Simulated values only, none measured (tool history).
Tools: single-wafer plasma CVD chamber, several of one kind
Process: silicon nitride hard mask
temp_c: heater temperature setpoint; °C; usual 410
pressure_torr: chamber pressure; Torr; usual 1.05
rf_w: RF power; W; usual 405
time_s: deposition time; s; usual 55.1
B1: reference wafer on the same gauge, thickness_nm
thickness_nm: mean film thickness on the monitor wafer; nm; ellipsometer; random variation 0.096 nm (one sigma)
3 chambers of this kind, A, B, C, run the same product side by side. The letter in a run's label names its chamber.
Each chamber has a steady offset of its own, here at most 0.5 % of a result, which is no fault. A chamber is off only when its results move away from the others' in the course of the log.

run 1A hour=4.6 | temp_c=410 pressure_torr=1.05 rf_w=405 time_s=55.1 | B1=74.217 | thickness_nm=67.120
run 2B hour=9.6 | temp_c=410 pressure_torr=1.05 rf_w=405 time_s=55.1 | B1=74.208 | thickness_nm=66.756
run 3C hour=18.8 | temp_c=410 pressure_torr=1.05 rf_w=405 time_s=55.1 | B1=74.234 | thickness_nm=66.751
run 4C hour=25.7 | temp_c=410 pressure_torr=1.05 rf_w=405 time_s=55.1 | B1=74.269 | thickness_nm=66.748
run 5B hour=31.5 | temp_c=410 pressure_torr=1.05 rf_w=405 time_s=55.1 | B1=74.244 | thickness_nm=66.851
run 6A hour=41.2 | temp_c=410 pressure_torr=1.05 rf_w=405 time_s=55.1 | B1=74.270 | thickness_nm=66.854
run 7A hour=49.1 | temp_c=410 pressure_torr=1.05 rf_w=405 time_s=55.1 | B1=74.319 | thickness_nm=67.034
run 8B hour=56.1 | temp_c=410 pressure_torr=1.05 rf_w=405 time_s=55.1 | B1=74.331 | thickness_nm=66.792
run 9C hour=60.4 | temp_c=410 pressure_torr=1.05 rf_w=405 time_s=55.1 | B1=74.279 | thickness_nm=66.763
run 10B hour=67.6 | temp_c=410 pressure_torr=1.05 rf_w=405 time_s=55.1 | B1=74.321 | thickness_nm=66.745
run 11A hour=72.3 | temp_c=410 pressure_torr=1.05 rf_w=405 time_s=55.1 | B1=74.319 | thickness_nm=67.116
run 12C hour=79.5 | temp_c=410 pressure_torr=1.05 rf_w=405 time_s=55.1 | B1=74.347 | thickness_nm=66.845
run 13A hour=84.6 | temp_c=410 pressure_torr=1.05 rf_w=405 time_s=55.1 | B1=74.340 | thickness_nm=67.045
run 14C hour=88.9 | temp_c=410 pressure_torr=1.05 rf_w=450 time_s=55.1 | B1=74.354 | thickness_nm=70.906
run 15B hour=95.1 | temp_c=410 pressure_torr=1.05 rf_w=450 time_s=55.1 | B1=74.368 | thickness_nm=70.981
run 16B hour=104.0 | temp_c=410 pressure_torr=1.05 rf_w=450 time_s=55.1 | B1=74.397 | thickness_nm=71.240
run 17A hour=108.3 | temp_c=404 pressure_torr=1.05 rf_w=405 time_s=61.1 | B1=74.392 | thickness_nm=74.794
run 18C hour=113.4 | temp_c=404 pressure_torr=1.05 rf_w=405 time_s=61.1 | B1=74.394 | thickness_nm=74.263
run 19B hour=120.0 | temp_c=404 pressure_torr=1.05 rf_w=405 time_s=61.1 | B1=74.438 | thickness_nm=74.440
run 20A hour=129.1 | temp_c=410 pressure_torr=1.05 rf_w=405 time_s=55.1 | B1=74.421 | thickness_nm=67.169
run 21C hour=138.5 | temp_c=410 pressure_torr=1.05 rf_w=405 time_s=55.1 | B1=74.408 | thickness_nm=66.873
run 22A hour=142.8 | temp_c=410 pressure_torr=1.05 rf_w=405 time_s=55.1 | B1=74.480 | thickness_nm=67.101
run 23B hour=147.1 | temp_c=410 pressure_torr=1.05 rf_w=405 time_s=55.1 | B1=74.453 | thickness_nm=66.992
run 24C hour=153.9 | temp_c=410 pressure_torr=1.05 rf_w=405 time_s=55.1 | B1=74.479 | thickness_nm=66.996
run 25B hour=160.8 | temp_c=410 pressure_torr=1.05 rf_w=405 time_s=55.1 | B1=74.474 | thickness_nm=67.111
run 26C hour=166.3 | temp_c=410 pressure_torr=1.05 rf_w=405 time_s=55.1 | B1=74.495 | thickness_nm=66.935
run 27A hour=171.5 | temp_c=410 pressure_torr=1.05 rf_w=405 time_s=55.1 | B1=74.495 | thickness_nm=67.322
-- hour=173.5 chamber C: RF generator calibrated
run 28C hour=180.6 | temp_c=410 pressure_torr=1.05 rf_w=405 time_s=55.1 | B1=74.499 | thickness_nm=67.092
run 29B hour=186.0 | temp_c=410 pressure_torr=1.05 rf_w=405 time_s=55.1 | B1=74.510 | thickness_nm=67.065
run 30A hour=191.1 | temp_c=410 pressure_torr=1.05 rf_w=405 time_s=55.1 | B1=74.525 | thickness_nm=67.241
run 31B hour=197.6 | temp_c=410 pressure_torr=1.05 rf_w=405 time_s=44.4 | B1=74.547 | thickness_nm=54.117
run 32C hour=204.2 | temp_c=410 pressure_torr=1.05 rf_w=405 time_s=44.4 | B1=74.565 | thickness_nm=54.070
run 33A hour=212.7 | temp_c=410 pressure_torr=1.05 rf_w=405 time_s=44.4 | B1=74.557 | thickness_nm=54.169
run 34C hour=218.7 | temp_c=410 pressure_torr=1.05 rf_w=405 time_s=55.1 | B1=74.597 | thickness_nm=67.069
run 35B hour=227.8 | temp_c=410 pressure_torr=1.23 rf_w=405 time_s=44.7 | B1=74.605 | thickness_nm=57.337
run 36A hour=234.3 | temp_c=410 pressure_torr=1.23 rf_w=405 time_s=44.7 | B1=74.591 | thickness_nm=57.476
run 37A hour=238.8 | temp_c=410 pressure_torr=1.23 rf_w=405 time_s=44.7 | B1=74.627 | thickness_nm=57.407
-- hour=239.1 chamber B: capacitance manometer re-zeroed and calibrated
run 38B hour=243.6 | temp_c=410 pressure_torr=1.05 rf_w=405 time_s=55.1 | B1=74.616 | thickness_nm=67.193

Next, every chamber runs the same settings. What will each give?
run 39A hour=250.5 | temp_c=410 pressure_torr=1.05 rf_w=405 time_s=55.1 | thickness_nm=?
run 39B hour=250.5 | temp_c=410 pressure_torr=1.05 rf_w=405 time_s=55.1 | thickness_nm=?
run 39C hour=250.5 | temp_c=410 pressure_torr=1.05 rf_w=405 time_s=55.1 | thickness_nm=?

run=39A thickness_nm=67.233
run=39B thickness_nm=67.162
run=39C thickness_nm=67.225
